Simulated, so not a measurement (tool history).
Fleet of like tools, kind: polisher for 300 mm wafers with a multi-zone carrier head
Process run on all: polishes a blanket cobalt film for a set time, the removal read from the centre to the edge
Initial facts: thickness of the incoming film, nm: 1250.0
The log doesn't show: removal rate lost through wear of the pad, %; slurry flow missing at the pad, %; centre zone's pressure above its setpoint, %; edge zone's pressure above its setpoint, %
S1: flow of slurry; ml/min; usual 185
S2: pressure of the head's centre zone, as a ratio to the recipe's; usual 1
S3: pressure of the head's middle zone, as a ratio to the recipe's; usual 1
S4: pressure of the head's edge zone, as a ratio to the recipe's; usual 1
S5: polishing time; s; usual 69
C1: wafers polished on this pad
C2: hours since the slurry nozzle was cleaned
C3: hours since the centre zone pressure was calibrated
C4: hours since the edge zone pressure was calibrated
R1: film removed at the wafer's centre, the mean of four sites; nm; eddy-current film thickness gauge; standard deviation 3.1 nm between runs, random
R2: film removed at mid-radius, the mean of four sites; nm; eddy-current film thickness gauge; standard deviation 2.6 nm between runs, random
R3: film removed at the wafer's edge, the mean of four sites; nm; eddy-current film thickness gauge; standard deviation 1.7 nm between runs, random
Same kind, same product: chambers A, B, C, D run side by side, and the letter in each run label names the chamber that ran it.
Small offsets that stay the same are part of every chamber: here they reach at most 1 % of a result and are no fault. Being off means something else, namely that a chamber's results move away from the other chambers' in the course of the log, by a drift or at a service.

run,hour,S1,S2,S3,S4,S5,C1,C2,C3,C4,R1,R2,R3
# hour 3.7: chamber D: centre zone pressure recalibrated
1A,12.2,185,1,1,1,69,735,256.7,871.5,478.1,237.61,235.46,240.69
# hour 19.3: chamber D: worn pad replaced by a new one
2D,24.6,185,1,1,1,69,57,337.6,21,527.5,235.01,238.11,236.18
3B,32.5,185,1,1,1,69,892,86.1,1037.5,410.7,235.64,237.43,235.26
# hour 33.1: chamber A: worn pad replaced by a new one
# hour 40.4: chamber B: worn pad replaced by a new one
4C,46.3,185,1,1,1,69,1171,120,134.9,999.9,233.59,236.05,237.63
5D,60,185,1,1,1,69,432,373,56.4,562.9,233.22,243.13,237.63
6B,73.1,185,1,1,1,69,347,126.7,1078.1,451.3,235.88,239.29,232.55
# hour 75.2: chamber C: worn pad replaced by a new one
7C,83.6,185,1,1.05,1,69,90,157.3,172.2,1037.2,234.77,248.51,237.2
# hour 88.2: chamber A: centre zone pressure recalibrated
8A,95.2,185,1,1.05,1,69,659,339.7,7.1,561.1,239.36,244.2,239.75
9D,101.7,185,1,1.05,1,69,875,414.7,98.1,604.6,237.73,245.5,237.32
# hour 111.1: chamber D: worn pad replaced by a new one
10A,112.5,185,1,1.05,1,69,843,357,24.4,578.4,236.61,247.24,238.3
11B,124.2,185,1,1,1,69,890,177.8,1129.2,502.4,233.36,241.39,232.43
# hour 126.6: chamber A: worn pad replaced by a new one
12C,135.3,185,1,1,1,69,639,209,223.9,1088.9,237.16,237.78,234.69
13C,147.1,185,1,1,1,69,764,220.8,235.7,1100.7,228.89,236.12,236.47
# hour 148.9: chamber B: worn pad replaced by a new one
14B,157.1,185,1,1,1,69,88,210.7,1162.1,535.3,237.9,236.49,234.54
15D,163.5,185,1,1,1,69,557,476.5,159.9,666.4,234.66,239.75,234.44
16A,173,185,1,1,1,69,493,417.5,84.9,638.9,244.11,240.73,236.61
17A,186.7,185,1,1,1,69,638,431.2,98.6,652.6,234.4,240.49,239.85
18B,198.3,185,1,1,1,69,525,251.9,1203.3,576.5,234,238.81,237.73
# hour 205.9: chamber C: worn pad replaced by a new one
# hour 206.7: chamber A: worn pad replaced by a new one
19D,207.8,185,1,1,1,69,1027,520.8,204.2,710.7,232.14,240.41,238.33
# hour 208.2: chamber D: worn pad replaced by a new one
20C,220.7,185,1,1,1,69,157,294.4,309.3,1174.3,236.3,230.23,235.3
# hour 220.9: chamber C: edge zone pressure recalibrated
21C,228.2,185,1,1,1,69,236,301.9,316.8,7.4,237.43,236.65,231.35
22B,238.1,185,1,1,1,69,947,291.7,1243.1,616.3,237,235.62,236.04
# hour 247.4: chamber B: worn pad replaced by a new one
23A,248.7,185,1,1,1,69,446,493.2,160.6,714.6,235.6,240.56,241.13
24D,262.4,150,1,1,1,69,576,575.4,258.8,765.3,220.2,228.82,229.59
25C,268.6,150,1,1,1,69,665,342.3,357.2,47.8,229.05,226.47,225.11
# hour 278.7: chamber A: slurry nozzle cleaned
26A,279,150,1,1,1,69,768,0.4,190.9,744.9,230.6,226.96,233.29
27D,285.4,150,1,1,1,69,820,598.4,281.8,788.3,228.37,228.03,231.6
# hour 289.5: chamber B: slurry nozzle cleaned
28B,298.6,185,1,1,1,69,544,9.2,1303.6,676.8,243.2,233.14,233.97
# hour 299.8: chamber A: worn pad replaced by a new one
# hour 303.3: chamber D: worn pad replaced by a new one
29A,306.1,185,1,1,1,69,67,27.5,218,772,233.92,237.05,239.22
30C,312.9,185,1,1,1,69,1136,386.6,401.5,92.1,236.23,240.4,235.56
# hour 314.3: chamber D: edge zone pressure recalibrated
31B,321.6,185,1,1,1,69,788,32.2,1326.6,699.8,235.29,233.24,236.83
32D,333.1,185,1,1,0.91,69,317,646.1,329.5,18.8,235.53,237.92,224.34
# hour 344.8: chamber C: slurry nozzle cleaned
# hour 346.3: chamber C: worn pad replaced by a new one
33A,346.4,185,1,1,0.91,69,495,67.8,258.3,812.3,231.26,234.29,227.26
34B,352.5,185,1,1,0.91,69,1116,63.1,1357.5,730.7,234.02,234.63,219.88
# hour 355.1: chamber B: worn pad replaced by a new one
# hour 357.4: chamber C: centre zone pressure recalibrated
35D,359.2,185,1,1,0.91,69,594,672.2,355.6,44.9,230.68,237.85,223.49
36C,370.8,185,1,1,1,69,260,26,13.4,150,235.09,237.8,233.64
37D,384.7,130,1,1,0.92,69,864,697.7,381.1,70.4,218.99,223.23,214.6
38A,392.3,130,1,1,0.92,69,982,113.7,304.2,858.2,224.66,222.44,216.26
39C,403,130,1,1,0.92,69,602,58.2,45.6,182.2,221.02,221.26,215.93
# hour 413: chamber D: worn pad replaced by a new one
40B,416,130,1,1,0.92,69,646,126.6,1421,794.2,220.93,221.64,216.6
# hour 419.7: chamber D: slurry nozzle cleaned
41D,424.2,185,1,1,1,69,119,4.5,420.6,109.9,241.08,232.06,234.24

Does one chamber stand apart from the rest, does the shared gauge drift, or is all well apart from small per-chamber offsets? Give the chamber and the most likely cause, where there is one.

Beyond each chamber's small constant offset nothing stands out, and the gauge stays steady.
